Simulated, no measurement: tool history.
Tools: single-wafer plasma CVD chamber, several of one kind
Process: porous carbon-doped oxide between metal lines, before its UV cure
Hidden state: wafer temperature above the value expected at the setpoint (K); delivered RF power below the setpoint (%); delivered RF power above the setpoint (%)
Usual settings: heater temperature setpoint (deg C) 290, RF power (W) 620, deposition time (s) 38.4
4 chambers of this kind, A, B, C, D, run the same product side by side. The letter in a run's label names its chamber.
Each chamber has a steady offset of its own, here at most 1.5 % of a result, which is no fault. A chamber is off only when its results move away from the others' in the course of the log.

run,hour,heater temperature setpoint (deg C),RF power (W),deposition time (s),hours since the last thermocouple change,hours since the last RF generator calibration,"read-back reference wafer on the same gauge, thickness_nm",mean film thickness on the monitor wafer (Å)
1D,5.8,290,620,38.4,2895.7,614.7,256.78,2515.6
2A,11.4,290,620,38.4,1807.0,314.6,257.03,2509.8
3C,16.9,290,620,38.4,733.5,922.0,257.01,2491.7
4B,20.2,290,620,38.4,1577.3,466.4,256.95,2516.5
5A,23.4,290,620,38.4,1819.0,326.6,257.04,2509.9
6B,28.3,290,620,38.4,1585.4,474.5,256.98,2512.2
7D,32.1,290,620,38.4,2922.0,641.0,256.91,2519.5
8C,35.2,290,620,38.4,751.8,940.3,257.00,2494.2
9B,42.0,290,620,38.4,1599.1,488.2,256.91,2519.2
10D,45.2,290,620,38.4,2935.1,654.1,256.77,2506.7
11A,51.1,290,620,38.4,1846.7,354.3,257.03,2521.8
12C,56.4,290,620,38.4,773.0,961.5,256.84,2484.8
13B,61.4,290,620,38.4,1618.5,507.6,256.92,2499.9
14C,66.1,290,620,38.4,782.7,971.2,257.01,2492.2
15D,72.4,298,620,42.1,2962.3,681.3,256.93,2611.5
16A,75.7,298,620,42.1,1871.3,378.9,257.03,2634.0
# hour 76.8: chamber B: thermocouple changed; heater temperature recalibrated
17A,79.9,298,620,42.1,1875.5,383.1,256.91,2628.1
18D,86.1,298,620,42.1,2976.0,695.0,256.90,2610.5
19C,91.6,290,620,38.4,808.2,996.7,257.06,2500.6
20B,95.6,290,620,38.4,18.8,541.8,256.89,2482.6
21C,100.9,290,620,38.4,817.5,1006.0,256.85,2488.1
22A,106.3,300,620,38.4,1901.9,409.5,257.19,2372.4
23B,111.3,300,620,38.4,34.5,557.5,257.04,2327.9
24D,115.0,300,620,38.4,3004.9,723.9,257.01,2372.2
25A,119.2,300,620,38.4,1914.8,422.4,256.95,2373.5
26D,122.5,290,620,38.4,3012.4,731.4,257.03,2504.8
27B,125.9,290,620,38.4,49.1,572.1,256.98,2479.0
28C,130.2,290,620,38.4,846.8,1035.3,256.85,2484.1
29C,133.7,290,620,38.4,850.3,1038.8,257.06,2493.7
30A,138.4,290,620,38.4,1934.0,441.6,257.04,2515.1
31D,142.3,290,620,38.4,3032.2,751.2,257.05,2518.5

Next, every chamber runs the same settings. What will each give?
32A,147.2,290,620,38.4,,,,?
32B,147.2,290,620,38.4,,,,?
32C,147.2,290,620,38.4,,,,?
32D,147.2,290,620,38.4,,,,?

run,mean film thickness on the monitor wafer (Å)
32A,2512.5
32B,2459.4
32C,2493.9
32D,2511.6
